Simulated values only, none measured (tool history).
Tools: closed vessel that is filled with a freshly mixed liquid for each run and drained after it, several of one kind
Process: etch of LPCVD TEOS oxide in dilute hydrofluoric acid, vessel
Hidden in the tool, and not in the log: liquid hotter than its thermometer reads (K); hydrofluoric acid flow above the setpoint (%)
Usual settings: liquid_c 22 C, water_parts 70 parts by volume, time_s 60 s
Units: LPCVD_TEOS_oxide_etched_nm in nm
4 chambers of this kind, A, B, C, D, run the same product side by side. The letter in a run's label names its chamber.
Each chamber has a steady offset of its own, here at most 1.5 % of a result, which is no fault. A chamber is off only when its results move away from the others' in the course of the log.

run	hour	liquid_c	water_parts	time_s	hours since the thermometer was replaced	hours since the hydrofluoric acid flow meter was replaced	read-back film thickness of the LPCVD TEOS oxide reference wafer, read on the same gauge (nm)	LPCVD_TEOS_oxide_etched_nm
1B	3.4	22	70	60	560.5	650.8	120.01	31.073
2A	9.2	22	70	60	1432	1787.4	120.01	31.115
3C	14.5	22	70	60	2270.6	80.7	119.98	31.147
4D	19.9	22	70	60	1838.7	683.8	119.96	30.644
# hour 24.4: chamber A: thermometer replaced
5C	25.4	22	70	60	2281.5	91.6	120.02	31.06
6A	30.3	22	100	60	5.9	1808.5	119.95	20.917
7D	36.1	22	100	60	1854.9	700	120.01	20.611
8B	44	22	100	60	601.1	691.4	120.01	21.004
9D	51.8	22	100	60	1870.6	715.7	119.98	20.675
10C	58	22	70	60	2314.1	124.2	119.97	31.156
11B	62	22	70	60	619.1	709.4	120.01	31.214
12A	67.2	22	70	60	42.8	1845.4	120.01	30.904
13A	71.8	22	70	60	47.4	1850	120	30.934
14C	77.5	22	70	60	2333.6	143.7	120	30.965
15D	83.2	22	70	60	1902	747.1	120.02	30.899
16B	86.9	22	70	60	644	734.3	119.98	31.252
17D	93.3	22	70	60	1912.1	757.2	120.02	31.193
18B	97.3	22	70	60	654.4	744.7	119.96	30.877
19C	102.9	22	70	60	2359	169.1	119.97	31.129
20A	109.3	22	70	60	84.9	1887.5	120.04	30.974
21A	117	22	70	60	92.6	1895.2	119.98	30.94
22B	123.2	22	70	60	680.3	770.6	120.01	31.235
23C	130.4	22	70	60	2386.5	196.6	119.99	31.044
24D	135.6	22	50	50	1954.4	799.5	119.98	38.056
25A	140.7	22	50	50	116.3	1918.9	119.99	37.09
26B	146	22	50	50	703.1	793.4	120.03	37.604
27D	153.5	22	50	50	1972.3	817.4	120	38.237
28C	158.4	22	70	60	2414.5	224.6	120	31.349
29D	163.5	25	70	80	1982.3	827.4	120	48.161
30C	167.9	25	70	80	2424	234.1	120.04	46.791
31B	171.4	25	70	80	728.5	818.8	120	46.625
32A	178.7	25	70	80	154.3	1956.9	120.03	46.54
33C	184.8	22	70	60	2440.9	251	120.01	31.13

Next, every chamber runs the same settings. What will each give?
34A	190.5	22	70	50				?
34B	190.5	22	70	50				?
34C	190.5	22	70	50				?
34D	190.5	22	70	50				?

run	LPCVD_TEOS_oxide_etched_nm
34A	25.672
34B	25.903
34C	25.818
34D	26.991

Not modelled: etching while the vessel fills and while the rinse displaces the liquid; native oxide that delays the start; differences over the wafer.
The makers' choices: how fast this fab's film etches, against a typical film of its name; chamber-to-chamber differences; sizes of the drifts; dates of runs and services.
